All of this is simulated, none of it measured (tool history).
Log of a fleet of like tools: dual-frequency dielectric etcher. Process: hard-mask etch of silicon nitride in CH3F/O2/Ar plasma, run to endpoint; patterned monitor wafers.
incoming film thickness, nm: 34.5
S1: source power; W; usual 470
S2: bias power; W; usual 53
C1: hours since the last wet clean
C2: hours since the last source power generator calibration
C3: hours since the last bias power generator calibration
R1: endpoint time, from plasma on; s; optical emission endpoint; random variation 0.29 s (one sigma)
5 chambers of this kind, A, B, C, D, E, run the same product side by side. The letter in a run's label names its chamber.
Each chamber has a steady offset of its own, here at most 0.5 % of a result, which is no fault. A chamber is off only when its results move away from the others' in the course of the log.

run,hour,S1,S2,C1,C2,C3,R1
1E,15.2,470,53,465.2,473.5,726,51.95
2A,23.6,470,53,358.5,1963.5,600.6,51.852
3C,30.8,470,53,259.5,1004.7,296.3,52.414
4D,38.8,470,53,121.5,491.7,1925.9,52.311
# hour 43.2: chamber E: wet clean of the chamber
5B,50,570,57,328.1,2557.8,1351.2,47.287
6B,61,570,57,339.1,2568.8,1362.2,47.265
7D,68.1,570,57,150.8,521,1955.2,47.234
# hour 80: chamber A: wet clean of the chamber
8C,82.5,570,57,311.2,1056.4,348,46.84
# hour 89.6: chamber B: wet clean of the chamber
9E,91.9,570,57,48.7,550.2,802.7,46.75
10A,99.2,470,53,19.3,2039.1,676.2,51.838
11E,113.8,540,65,70.6,572.1,824.6,46.071
12B,123.9,540,65,34.4,2631.7,1425.1,46.136
13D,137.5,540,65,220.2,590.4,2024.6,46.529
14C,149.7,540,65,378.4,1123.6,415.2,45.447
# hour 151.4: chamber C: wet clean of the chamber
15A,161.1,540,65,81.2,2101,738.1,45.917
16B,177,470,53,87.5,2684.8,1478.2,51.783
17D,186.7,470,53,269.4,639.6,2073.8,51.835
18C,195.8,470,53,44.5,1169.7,461.3,51.959
19E,206.2,470,53,163,664.5,917,51.787
20A,213.3,470,53,133.4,2153.2,790.3,51.656
# hour 216.5: chamber D: wet clean of the chamber
21A,228.1,470,53,148.2,2168,805.1,51.473
22B,236.6,470,53,147.1,2744.4,1537.8,51.177
23D,246.8,470,53,30.3,699.7,2133.9,49.508
24E,261.5,470,53,218.3,719.8,972.3,51.597
25C,271.5,470,53,120.2,1245.4,537,51.533
26C,280.6,470,53,129.3,1254.5,546.1,51.871
27B,291.9,470,53,202.4,2799.7,1593.1,51.534
28D,305.8,470,53,89.3,758.7,2192.9,49.225
29A,317.3,470,53,237.4,2257.2,894.3,50.998
30E,333.7,470,53,290.5,792,1044.5,52.428
31B,343.2,470,53,253.7,2851,1644.4,51.527
32D,359.6,520,61,143.1,812.5,2246.7,45.644

Is one chamber off against the others, does the gauge drift, or is nothing wrong? If a chamber is off, say which, and what the likeliest cause is.

A service left chamber D off against the others.
Cause: etch rate over this chamber's usual, % = 4.76.

Here are 4 candidates for chamber D's next run, each the usual settings with a change, their results left as question marks. Which one brings its results back in line with what the others give on the usual settings?
In line means no further than this from the other chambers' mean on the usual settings: R1 1 s
33D-1,371.3,460,52,,,,?
33D-2,371.3,440,50,,,,?
33D-3,371.3,480,54,,,,?
33D-4,371.3,500,56,,,,?

The other chambers' mean on the usual settings: R1 51.796 s
run,R1
33D-1,50.361
33D-2,51.867
33D-3,48.955
33D-4,47.639
33D-2 brings the chamber back in line.
